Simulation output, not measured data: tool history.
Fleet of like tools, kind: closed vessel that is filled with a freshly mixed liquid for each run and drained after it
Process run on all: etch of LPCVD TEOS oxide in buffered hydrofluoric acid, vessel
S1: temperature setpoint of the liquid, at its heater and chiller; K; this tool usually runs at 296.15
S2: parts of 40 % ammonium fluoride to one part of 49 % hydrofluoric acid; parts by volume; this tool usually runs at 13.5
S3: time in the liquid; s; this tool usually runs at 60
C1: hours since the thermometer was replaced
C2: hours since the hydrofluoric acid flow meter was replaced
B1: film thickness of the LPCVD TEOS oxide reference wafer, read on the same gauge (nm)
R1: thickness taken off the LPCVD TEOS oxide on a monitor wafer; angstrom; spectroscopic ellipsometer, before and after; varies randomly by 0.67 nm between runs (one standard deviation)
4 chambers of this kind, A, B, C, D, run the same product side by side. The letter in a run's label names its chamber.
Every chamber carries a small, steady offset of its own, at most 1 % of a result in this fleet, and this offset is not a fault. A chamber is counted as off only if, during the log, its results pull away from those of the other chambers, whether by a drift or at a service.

run     day      S1    S2  S3      C1      C2      B1       R1
 1C   0.308  296.15  13.5  60   778.7  1414.7  59.980  1308.20
 2D   0.554  296.15  13.5  60   714.1   624.1  59.975  1304.90
 3B   0.888  296.15  13.5  60   398.5   702.5  59.991  1308.40
 4A   1.246  296.15  13.5  60  2621.7   492.8  59.993  1307.30
 5B   1.683  296.15  13.5  60   417.6   721.6  60.015  1322.60
 6D   1.962  296.15  13.5  60   747.9   657.9  60.012  1306.20
      1.992  -- chamber D: hydrofluoric acid flow meter replaced
 7A   2.233  296.15  13.5  60  2645.4   516.5  60.005  1313.60
 8C   2.479  296.15  13.5  60   830.8  1466.8  59.990  1306.50
 9A   2.758  296.15  13.5  60  2658.0   529.1  60.000  1312.10
10C   3.179  296.15  13.5  60   847.6  1483.6  59.988  1316.70
11B   3.479  296.15  13.5  45   460.7   764.7  60.005   976.86
12D   3.867  296.15  13.5  45   793.6    45.1  60.012   988.43
13B   4.108  296.15  13.5  45   475.8   779.8  60.008   988.31
14A   4.483  296.15  13.5  45  2699.4   570.5  59.990   980.81
      4.492  -- chamber B: hydrofluoric acid flow meter replaced
15D   4.754  296.15  13.5  60   814.9    66.4  60.001  1309.30
16C   4.975  296.15  13.5  60   890.7  1526.7  60.019  1305.10
17C   5.188  296.15  13.5  60   895.8  1531.8  59.973  1310.70
18B   5.621  296.15  13.5  60   512.1    27.1  60.019  1312.20
19A   5.938  296.15  13.5  60  2734.3   605.4  60.016  1316.30
20D   6.221  296.15  13.5  60   850.1   101.6  60.006  1279.60
21B   6.646  296.15  16.0  40   536.7    51.7  59.983   733.70
22D   6.967  296.15  16.0  40   868.0   119.5  60.003   721.21
23C   7.271  296.15  16.0  40   945.8  1581.8  59.988   732.87
      7.467  -- chamber A: thermometer replaced
24A   7.558  296.15  16.0  40     2.3   644.3  59.986   737.04
25A   7.762  296.15  13.5  60     7.2   649.2  59.988  1304.00
26D   8.150  300.65  10.0  60   896.4   147.9  59.975  2159.00
27C   8.508  300.65  10.0  60   975.5  1611.5  60.002  2261.60
28B   8.933  300.65  10.0  60   591.6   106.6  59.992  2252.70
29B   9.329  300.65  10.0  60   601.1   116.1  59.987  2260.30
30A   9.800  296.15  13.5  95    56.1   698.1  60.002  2062.80
31C  10.154  296.15  13.5  95  1015.0  1651.0  60.005  2060.80
32D  10.483  296.15  13.5  95   952.4   203.9  59.971  1946.60

Each of the 4 chambers runs these same settings next. Fill in every chamber's results:
33A  10.821  296.15  13.5  60               ?
33B  10.821  296.15  13.5  60               ?
33C  10.821  296.15  13.5  60               ?
33D  10.821  296.15  13.5  60               ?

run       R1
33A  1302.70
33B  1316.90
33C  1302.80
33D  1224.30
